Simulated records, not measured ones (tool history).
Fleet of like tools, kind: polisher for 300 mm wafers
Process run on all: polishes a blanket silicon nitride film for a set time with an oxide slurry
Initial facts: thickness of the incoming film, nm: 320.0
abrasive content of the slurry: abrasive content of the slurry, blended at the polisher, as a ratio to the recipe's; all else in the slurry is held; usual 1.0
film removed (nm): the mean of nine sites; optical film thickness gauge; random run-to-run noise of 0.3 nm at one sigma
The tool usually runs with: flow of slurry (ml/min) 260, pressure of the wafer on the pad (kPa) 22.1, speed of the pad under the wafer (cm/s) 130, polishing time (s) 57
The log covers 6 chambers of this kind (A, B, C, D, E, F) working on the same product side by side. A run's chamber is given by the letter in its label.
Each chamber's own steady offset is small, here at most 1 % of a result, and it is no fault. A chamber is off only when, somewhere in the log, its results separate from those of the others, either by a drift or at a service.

run	hour	flow of slurry (ml/min)	pressure of the wafer on the pad (kPa)	speed of the pad under the wafer (cm/s)	abrasive content of the slurry	polishing time (s)	wafers polished on this pad	hours since the slurry nozzle was cleaned	hours since the head pressure was calibrated	hours since the slurry blender was calibrated	hours since the conditioning disc was replaced	film removed (nm)
1A	9.1	260	22.1	130	1.0	57	448	289.4	470.5	48.7	289.4	48.181
2D	15.0	260	22.1	130	1.0	57	736	511.7	769.4	44.7	374.2	47.773
# hour 15.1: chamber B: worn pad replaced by a new one
3B	24.2	260	22.1	130	1.0	57	56	116.6	304.4	55.6	140.2	48.281
4F	33.2	260	22.1	130	1.0	57	1190	396.6	311.1	312.1	338.8	47.893
5C	40.0	260	22.1	130	1.0	57	782	596.4	455.4	52.7	180.6	48.059
6E	45.3	260	22.1	130	1.0	57	430	106.0	207.1	420.8	259.1	48.447
# hour 46.9: chamber F: worn pad replaced by a new one
7C	52.4	345	22.1	130	1.0	57	860	608.8	467.8	65.1	193.0	49.693
8A	59.5	345	22.1	130	1.0	57	762	339.8	520.9	99.1	339.8	49.414
9D	64.7	345	22.1	130	1.0	57	1046	561.4	819.1	94.4	423.9	48.863
10B	71.9	345	22.1	130	1.0	57	353	164.3	352.1	103.3	187.9	49.542
# hour 74.0: chamber F: slurry blender recalibrated
11F	76.3	345	22.1	130	1.0	57	183	439.7	354.2	2.3	381.9	48.893
# hour 77.0: chamber A: slurry blender recalibrated
# hour 81.7: chamber C: slurry nozzle cleaned
# hour 82.3: chamber F: conditioning disc replaced and pad reconditioned
# hour 82.7: chamber E: worn pad replaced by a new one
12E	82.9	345	22.1	130	1.0	57	1	143.6	244.7	458.4	296.7	49.756
13F	88.1	260	22.1	130	1.0	57	257	451.5	366.0	14.1	5.9	47.978
# hour 90.5: chamber C: worn pad replaced by a new one
# hour 90.8: chamber B: conditioning disc replaced and pad reconditioned
# hour 93.7: chamber B: slurry blender recalibrated
14A	97.7	260	22.1	130	1.0	57	1000	378.0	559.1	20.8	378.0	48.046
15B	106.6	260	22.1	130	1.0	57	569	199.0	386.8	13.0	15.9	48.673
# hour 112.3: chamber D: slurry nozzle cleaned
16D	115.7	260	22.1	130	1.0	57	1363	3.4	870.1	145.4	474.9	47.768
# hour 119.9: chamber E: slurry blender recalibrated
17C	120.4	260	22.1	130	1.0	57	186	38.7	535.8	133.1	261.0	47.732
# hour 123.5: chamber D: worn pad replaced by a new one
18E	125.6	260	22.1	130	1.0	57	267	186.3	287.4	5.7	339.4	47.959
19E	132.3	260	22.1	130	1.0	57	309	193.0	294.1	12.4	346.1	48.544
# hour 133.6: chamber D: head pressure recalibrated
# hour 134.3: chamber C: head pressure recalibrated
20A	138.6	260	22.1	130	1.0	57	1255	418.9	600.0	61.7	418.9	47.645
# hour 138.7: chamber B: head pressure recalibrated
# hour 144.6: chamber A: head pressure recalibrated
21F	147.2	260	22.1	130	1.0	57	625	510.6	425.1	73.2	65.0	47.393
# hour 155.0: chamber D: slurry blender recalibrated
22B	155.9	260	22.1	158	1.0	49	877	248.3	17.3	62.3	65.2	49.132
# hour 157.4: chamber D: conditioning disc replaced and pad reconditioned
# hour 159.7: chamber C: conditioning disc replaced and pad reconditioned
23D	160.7	260	22.1	158	1.0	49	231	48.4	27.1	5.7	3.3	48.830
# hour 166.7: chamber B: worn pad replaced by a new one
# hour 167.3: chamber A: worn pad replaced by a new one
24C	168.3	260	22.1	158	1.0	49	484	86.6	34.1	181.0	8.7	46.851
25D	173.8	260	22.1	158	1.0	49	313	61.5	40.2	18.8	16.4	48.607
# hour 177.4: chamber A: conditioning disc replaced and pad reconditioned
26B	182.3	260	22.1	158	1.0	49	97	274.7	43.7	88.7	91.6	48.640
# hour 187.4: chamber E: slurry nozzle cleaned
# hour 188.4: chamber A: slurry blender recalibrated
# hour 191.5: chamber C: slurry blender recalibrated
27A	192.0	260	22.1	158	1.0	49	154	472.3	47.5	3.7	14.6	48.072
# hour 195.3: chamber E: worn pad replaced by a new one
28E	198.1	260	22.1	130	1.0	57	17	10.8	359.9	78.2	411.9	48.503
29C	203.9	260	22.1	130	1.0	57	706	122.2	69.7	12.5	44.3	46.739
30F	209.4	260	22.1	130	1.0	57	1012	572.8	487.3	135.4	127.2	47.917
31E	216.4	260	22.1	130	1.0	57	131	29.1	378.2	96.5	430.2	48.574
32B	221.3	260	22.1	130	1.0	57	340	313.7	82.7	127.7	130.6	48.401
33A	231.2	260	22.1	130	1.0	57	398	511.5	86.7	42.9	53.8	48.477
34D	239.2	260	22.1	130	1.0	57	720	126.9	105.6	84.2	81.8	48.462
# hour 240.5: chamber F: worn pad replaced by a new one
35F	243.8	260	22.1	164	0.9	57	21	607.2	521.7	169.8	161.6	54.583
36C	250.3	260	22.1	164	0.9	57	995	168.6	116.1	58.9	90.7	53.540
37C	258.8	260	22.1	164	0.9	57	1048	177.1	124.6	67.4	99.2	53.180
38A	263.3	260	22.1	164	0.9	57	598	543.6	118.8	75.0	85.9	54.899

Each of the 6 chambers runs these same settings next. Fill in every chamber's results:
39A	270.5	260	22.1	130	1.0	57						?
39B	270.5	260	22.1	130	1.0	57						?
39C	270.5	260	22.1	130	1.0	57						?
39D	270.5	260	22.1	130	1.0	57						?
39E	270.5	260	22.1	130	1.0	57						?
39F	270.5	260	22.1	130	1.0	57						?

run	film removed (nm)
39A	47.433
39B	48.147
39C	46.673
39D	48.086
39E	48.632
39F	47.979
